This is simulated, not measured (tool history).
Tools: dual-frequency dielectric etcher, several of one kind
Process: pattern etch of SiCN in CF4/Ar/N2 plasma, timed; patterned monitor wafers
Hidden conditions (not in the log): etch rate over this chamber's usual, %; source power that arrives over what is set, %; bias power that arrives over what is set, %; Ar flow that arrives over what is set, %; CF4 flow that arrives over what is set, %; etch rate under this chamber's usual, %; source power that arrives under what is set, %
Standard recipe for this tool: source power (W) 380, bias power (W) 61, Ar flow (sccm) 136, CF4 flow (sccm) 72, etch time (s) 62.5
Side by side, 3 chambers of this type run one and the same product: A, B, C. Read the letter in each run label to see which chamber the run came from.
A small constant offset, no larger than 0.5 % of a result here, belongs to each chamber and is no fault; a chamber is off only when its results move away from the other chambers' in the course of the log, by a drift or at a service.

run   hour  source power (W)  bias power (W)  Ar flow (sccm)  CF4 flow (sccm)  etch time (s)  hours since the last wet clean  hours since the last source power generator calibration  hours since the last bias power generator calibration  hours since the last Ar flow controller change  hours since the last CF4 flow controller change  read-back reference wafer on the same gauge, depth_nm  mean etch depth across the wafer (Å)
       7.2  -- chamber B: wet clean of the chamber
 1A    7.2               380              61             136               72           62.5                           237.8                                                   4114.5                                                  777.4                                          1199.2                                           3284.7                                                 34.815                                418.82
 2C   14.2               380              61             136               72           62.5                           452.7                                                    766.9                                                 3124.4                                           830.9                                           2000.3                                                 34.789                                419.31
 3B   22.6               380              61             136               72           62.5                            15.5                                                   3916.1                                                 2258.3                                          2063.7                                           3272.3                                                 34.849                                419.02
 4A   31.3               380              61             136               72           62.5                           261.9                                                   4138.6                                                  801.5                                          1223.3                                           3308.8                                                 34.772                                 424.7
 5C   38.9               380              61             136               72           62.5                           477.4                                                    791.6                                                 3149.1                                           855.6                                             2025                                                 34.804                                420.24
      49.6  -- chamber C: wet clean of the chamber
 6B   49.9               380              61             136               72           62.5                            42.8                                                   3943.4                                                 2285.6                                            2091                                           3299.6                                                 34.785                                420.84
 7A   56.2               380              61             136               72           62.5                           286.8                                                   4163.5                                                  826.4                                          1248.2                                           3333.7                                                 34.792                                422.44
 8C   65.5               380              61             136               72           62.5                            15.9                                                    818.2                                                 3175.7                                           882.2                                           2051.6                                                 34.803                                430.84
 9B   70.5               470              61             136               72             44                            63.4                                                     3964                                                 2306.2                                          2111.6                                           3320.2                                                 34.805                                354.79
10C   75.6               470              61             136               72             44                              26                                                    828.3                                                 3185.8                                           892.3                                           2061.7                                                 34.779                                366.64
11A   82.4               470              61             136               72             44                             313                                                   4189.7                                                  852.6                                          1274.4                                           3359.9                                                 34.789                                 354.1
12B   88.4               380              61             136               72           62.5                            81.3                                                   3981.9                                                 2324.1                                          2129.5                                           3338.1                                                 34.773                                413.38
13C   96.5               380              61             136               72           62.5                            46.9                                                    849.2                                                 3206.7                                           913.2                                           2082.6                                                 34.817                                435.01
14B  104.9               380              61             136               72           62.5                            97.8                                                   3998.4                                                 2340.6                                            2146                                           3354.6                                                 34.806                                414.04
15A  114.5               380              61             136               72           62.5                           345.1                                                   4221.8                                                  884.7                                          1306.5                                             3392                                                 34.727                                425.73
16C  121.4               380              61             136               72           62.5                            71.8                                                    874.1                                                 3231.6                                           938.1                                           2107.5                                                  34.82                                428.38
17B  130.7               380              61             136               72           62.5                           123.6                                                   4024.2                                                 2366.4                                          2171.8                                           3380.4                                                 34.793                                414.66
18A  137.3               380              61             136               72           62.5                           367.9                                                   4244.6                                                  907.5                                          1329.3                                           3414.8                                                 34.805                                422.17
19A  147.7               380              61             136               72           62.5                           378.3                                                     4255                                                  917.9                                          1339.7                                           3425.2                                                 34.801                                419.38
20C  155.5               380              61             136               72           62.5                           105.9                                                    908.2                                                 3265.7                                           972.2                                           2141.6                                                 34.786                                428.48
21B  164.7               380              61             136               72           62.5                           157.6                                                   4058.2                                                 2400.4                                          2205.8                                           3414.4                                                 34.768                                414.17

Which is it: a chamber that has drifted or been left off by a service, a gauge drift common to all chambers, or only each chamber's usual small offset? If a chamber is off, name it and its likeliest cause.

After it was serviced, chamber C no longer matches the other chambers.
Cause: etch rate over this chamber's usual, % = 3.11.

Here are 4 candidates for chamber C's next run, each the usual settings with a change, their results left as question marks. Which one brings its results back in line with what the others give on the usual settings?
In line here means within this much of the mean the other chambers give on the usual settings: mean etch depth across the wafer (Å) 8.7
22C-1  173.1               370              60             137               72           62.5                                                                                                                                                                                                                                                                                                                                             ?
22C-2  173.1               380              49             136               72           62.5                                                                                                                                                                                                                                                                                                                                             ?
22C-3  173.1               380              66             136               75           62.5                                                                                                                                                                                                                                                                                                                                             ?
22C-4  173.1               390              61             135               72             65                                                                                                                                                                                                                                                                                                                                             ?

The mean the other chambers reach with the usual settings: mean etch depth across the wafer (Å) 418.77
  run  mean etch depth across the wafer (Å)
22C-1                                418.79
22C-2                                400.61
22C-3                                446.83
22C-4                                459.89
The answer is 22C-1, which returns the chamber to within the allowed miss of the others.
